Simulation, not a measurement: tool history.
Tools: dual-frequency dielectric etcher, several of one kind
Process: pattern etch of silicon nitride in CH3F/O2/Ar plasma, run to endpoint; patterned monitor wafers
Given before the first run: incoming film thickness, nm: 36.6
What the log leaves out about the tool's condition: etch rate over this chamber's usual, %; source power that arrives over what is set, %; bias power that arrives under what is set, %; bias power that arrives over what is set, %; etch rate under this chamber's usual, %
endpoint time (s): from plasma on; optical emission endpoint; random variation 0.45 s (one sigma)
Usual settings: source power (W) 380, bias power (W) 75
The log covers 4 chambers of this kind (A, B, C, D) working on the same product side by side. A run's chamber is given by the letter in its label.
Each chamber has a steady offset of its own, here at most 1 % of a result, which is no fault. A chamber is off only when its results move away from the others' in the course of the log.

run,hour,source power (W),bias power (W),hours since the last wet clean,hours since the last source power generator calibration,hours since the last bias power generator calibration,endpoint time (s)
1C,8,380,75,257.4,576.3,1881.4,53.414
2B,14.4,380,75,16.9,1772.8,2282.6,53.455
3D,22,380,75,659,3994.5,484.2,53.708
4A,34.4,380,75,411.8,2129.8,3921,53.912
5C,40.6,380,75,290,608.9,1914,53.723
# hour 41.7: chamber A: wet clean of the chamber
6D,51.4,380,75,688.4,4023.9,513.6,53.435
7B,59,380,75,61.5,1817.4,2327.2,53.062
# hour 63.8: chamber D: wet clean of the chamber
8A,72.3,380,75,30.7,2167.7,3958.9,53.188
9D,86,340,75,22.3,4058.5,548.2,55.754
10A,99.3,340,75,57.7,2194.7,3985.9,56.1
11B,106.1,340,75,108.6,1864.5,2374.3,54.636
12C,112.9,340,75,362.3,681.2,1986.3,55.117
13D,120.3,380,75,56.6,4092.8,582.5,53.281
# hour 121.5: chamber D: source power generator calibrated
14C,128.7,380,75,378.1,697,2002.1,53.953
15A,139.8,380,75,98.2,2235.2,4026.4,53.662
16B,149.7,380,75,152.2,1908.1,2417.9,53.143
17D,161.9,380,75,98.2,40.5,624.1,53.743
18B,174.6,380,75,177.1,1933,2442.8,53.33
19A,186.3,380,75,144.7,2281.7,4072.9,53.197
20C,192.2,380,75,441.6,760.5,2065.6,54.477
21B,203.7,380,75,206.2,1962.1,2471.9,53.799
22C,216.4,380,87,465.8,784.7,2089.8,52.085
23A,222.8,380,87,181.2,2318.2,4109.4,51.566
24D,236.3,380,87,172.6,114.9,698.5,50.782
25D,244,380,87,180.3,122.6,706.2,50.733
26C,250.6,380,75,500,818.9,2124,54.707
27B,257.8,380,75,260.3,2016.2,2526,52.866
28A,263.9,380,75,222.3,2359.3,4150.5,53.088
29A,273.5,300,64,231.9,2368.9,4160.1,62.844
30B,285.2,300,64,287.7,2043.6,2553.4,61.507
31C,298.6,300,64,548,866.9,2172,63.849
32D,312,300,64,248.3,190.6,774.2,61.48
33C,323.4,450,75,572.8,891.7,2196.8,52.598
34B,332.8,450,75,335.3,2091.2,2601,49.633
35A,338.7,450,75,297.1,2434.1,4225.3,50.11
36D,351.4,450,75,287.7,230,813.6,50.475
37A,362.8,380,75,321.2,2458.2,4249.4,53.712

What goes on in this fleet: one chamber off, a drifting gauge, or nothing beyond the chambers' own small offsets? Name the chamber and the cause, if any.

Little by little, chamber C moves away from the other chambers.
Cause: etch rate under this chamber's usual, % = 4.68.

Chamber C could run next with any of the 4 candidate recipes listed below; each alters the usual settings, and their results appear as question marks. Which one brings its results back in line with what the other chambers deliver on the usual settings?
Maximum distance from the other chambers' mean on the usual settings for a result to count as in line: endpoint time (s) 1.6
38C-1,372.6,440,84,,,,?
38C-2,372.6,320,66,,,,?
38C-3,372.6,430,75,,,,?
38C-4,372.6,380,65,,,,?

Mean of the other chambers on the usual settings: endpoint time (s) 53.415
run,endpoint time (s)
38C-1,51.039
38C-2,62.796
38C-3,53.591
38C-4,59.061
The answer is 38C-3, which returns the chamber to within the allowed miss of the others.
